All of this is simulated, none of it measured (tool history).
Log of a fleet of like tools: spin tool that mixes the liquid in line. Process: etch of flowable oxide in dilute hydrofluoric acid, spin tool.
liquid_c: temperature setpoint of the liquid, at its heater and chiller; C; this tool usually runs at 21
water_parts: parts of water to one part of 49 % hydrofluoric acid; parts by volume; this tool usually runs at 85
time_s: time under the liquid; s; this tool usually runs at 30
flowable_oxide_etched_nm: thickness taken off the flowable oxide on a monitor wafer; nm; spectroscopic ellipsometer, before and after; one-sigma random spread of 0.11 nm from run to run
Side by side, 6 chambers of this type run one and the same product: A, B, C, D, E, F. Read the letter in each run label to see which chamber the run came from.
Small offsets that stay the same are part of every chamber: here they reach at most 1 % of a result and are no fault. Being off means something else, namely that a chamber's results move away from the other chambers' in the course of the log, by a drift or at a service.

| run | hour | liquid_c | water_parts | time_s | hours since the thermometer was replaced | hours since the hydrofluoric acid flow meter was replaced | read-back film thickness of the flowable oxide reference wafer, read on the same gauge (nm) | flowable_oxide_etched_nm |
|---|---|---|---|---|---|---|---|---|
| 1D | 2.8 | 21 | 85 | 30 | 138.3 | 99 | 80.007 | 11.177 |
| 2B | 9.3 | 21 | 85 | 30 | 638.4 | 558.2 | 80.011 | 10.967 |
| 3A | 13.1 | 21 | 85 | 30 | 855.1 | 184 | 79.995 | 10.991 |
| 4C | 17.2 | 21 | 85 | 30 | 647.2 | 479.8 | 80.008 | 10.901 |
| 5E | 22.4 | 21 | 85 | 30 | 1115.9 | 475.3 | 80.007 | 11.255 |
| 6F | 26.5 | 21 | 85 | 30 | 351 | 684.9 | 80.003 | 11.069 |
| 7B | 30.9 | 21 | 85 | 30 | 660 | 579.8 | 79.994 | 10.933 |
| 8C | 36.7 | 21 | 85 | 30 | 666.7 | 499.3 | 79.999 | 11.106 |
| 9A | 39.9 | 21 | 85 | 30 | 881.9 | 210.8 | 79.999 | 11.19 |
| 10D | 45.5 | 21 | 85 | 30 | 181 | 141.7 | 79.993 | 11.122 |
| 11E | 48.5 | 21 | 85 | 30 | 1142 | 501.4 | 80.003 | 11.167 |
| 12F | 53.9 | 21 | 110 | 40 | 378.4 | 712.3 | 79.992 | 11.042 |
| 13A | 58.7 | 21 | 110 | 40 | 900.7 | 229.6 | 80.013 | 11.164 |
| 14F | 62.7 | 21 | 110 | 40 | 387.2 | 721.1 | 79.985 | 11.158 |
| 15E | 66.6 | 21 | 110 | 40 | 1160.1 | 519.5 | 80.011 | 11.068 |
| 16D | 71.9 | 21 | 110 | 40 | 207.4 | 168.1 | 80.001 | 11.255 |
| 17C | 77.8 | 21 | 110 | 40 | 707.8 | 540.4 | 79.99 | 11.414 |
| 18B | 82.3 | 21 | 85 | 30 | 711.4 | 631.2 | 79.996 | 10.925 |
| 19F | 85.6 | 21 | 100 | 30 | 410.1 | 744 | 79.981 | 9.2146 |
| 20A | 91.2 | 21 | 100 | 30 | 933.2 | 262.1 | 80.01 | 9.3199 |
| 21C | 95.3 | 21 | 100 | 30 | 725.3 | 557.9 | 80.006 | 9.705 |
| 22E | 99.4 | 21 | 100 | 30 | 1192.9 | 552.3 | 79.985 | 9.2871 |
| 23D | 102.2 | 21 | 100 | 30 | 237.7 | 198.4 | 79.97 | 9.2307 |
| 24B | 106.7 | 21 | 100 | 30 | 735.8 | 655.6 | 79.972 | 9.0791 |
| 25D | 112.9 | 21 | 85 | 30 | 248.4 | 209.1 | 80.011 | 11.179 |
| 26C | 118.2 | 21 | 115 | 15 | 748.2 | 580.8 | 79.992 | 4.1105 |
| 27F | 121.9 | 21 | 115 | 15 | 446.4 | 780.3 | 80.001 | 3.9809 |
| 28A | 126.5 | 21 | 115 | 15 | 968.5 | 297.4 | 80.019 | 4.0298 |
| 29E | 129.4 | 21 | 115 | 15 | 1222.9 | 582.3 | 79.983 | 3.938 |
| 30B | 133.6 | 21 | 115 | 15 | 762.7 | 682.5 | 79.999 | 3.8304 |
| 31E | 137.2 | 21 | 115 | 15 | 1230.7 | 590.1 | 79.983 | 3.9752 |
| 32A | 142.6 | 21 | 85 | 30 | 984.6 | 313.5 | 80.021 | 10.99 |
| 33D | 146 | 21 | 85 | 30 | 281.5 | 242.2 | 79.982 | 11.128 |
| 34B | 149.3 | 21 | 85 | 30 | 778.4 | 698.2 | 80.03 | 10.905 |
| 35F | 153.3 | 21 | 85 | 30 | 477.8 | 811.7 | 79.971 | 11.184 |
| 36C | 158.2 | 21 | 85 | 30 | 788.2 | 620.8 | 80.009 | 11.991 |
| 37C | 162.1 | 21 | 85 | 30 | 792.1 | 624.7 | 79.985 | 11.731 |
| 38D | 165 | 21 | 85 | 30 | 300.5 | 261.2 | 80.019 | 11.089 |

All 6 chambers run these settings next. Forecast each chamber's results:
| 39A | 169.7 | 21 | 85 | 30 |  |  |  | ? |
| 39B | 169.7 | 21 | 85 | 30 |  |  |  | ? |
| 39C | 169.7 | 21 | 85 | 30 |  |  |  | ? |
| 39D | 169.7 | 21 | 85 | 30 |  |  |  | ? |
| 39E | 169.7 | 21 | 85 | 30 |  |  |  | ? |
| 39F | 169.7 | 21 | 85 | 30 |  |  |  | ? |

| run | flowable_oxide_etched_nm |
|---|---|
| 39A | 10.844 |
| 39B | 10.961 |
| 39C | 11.782 |
| 39D | 11.179 |
| 39E | 11.201 |
| 39F | 10.827 |
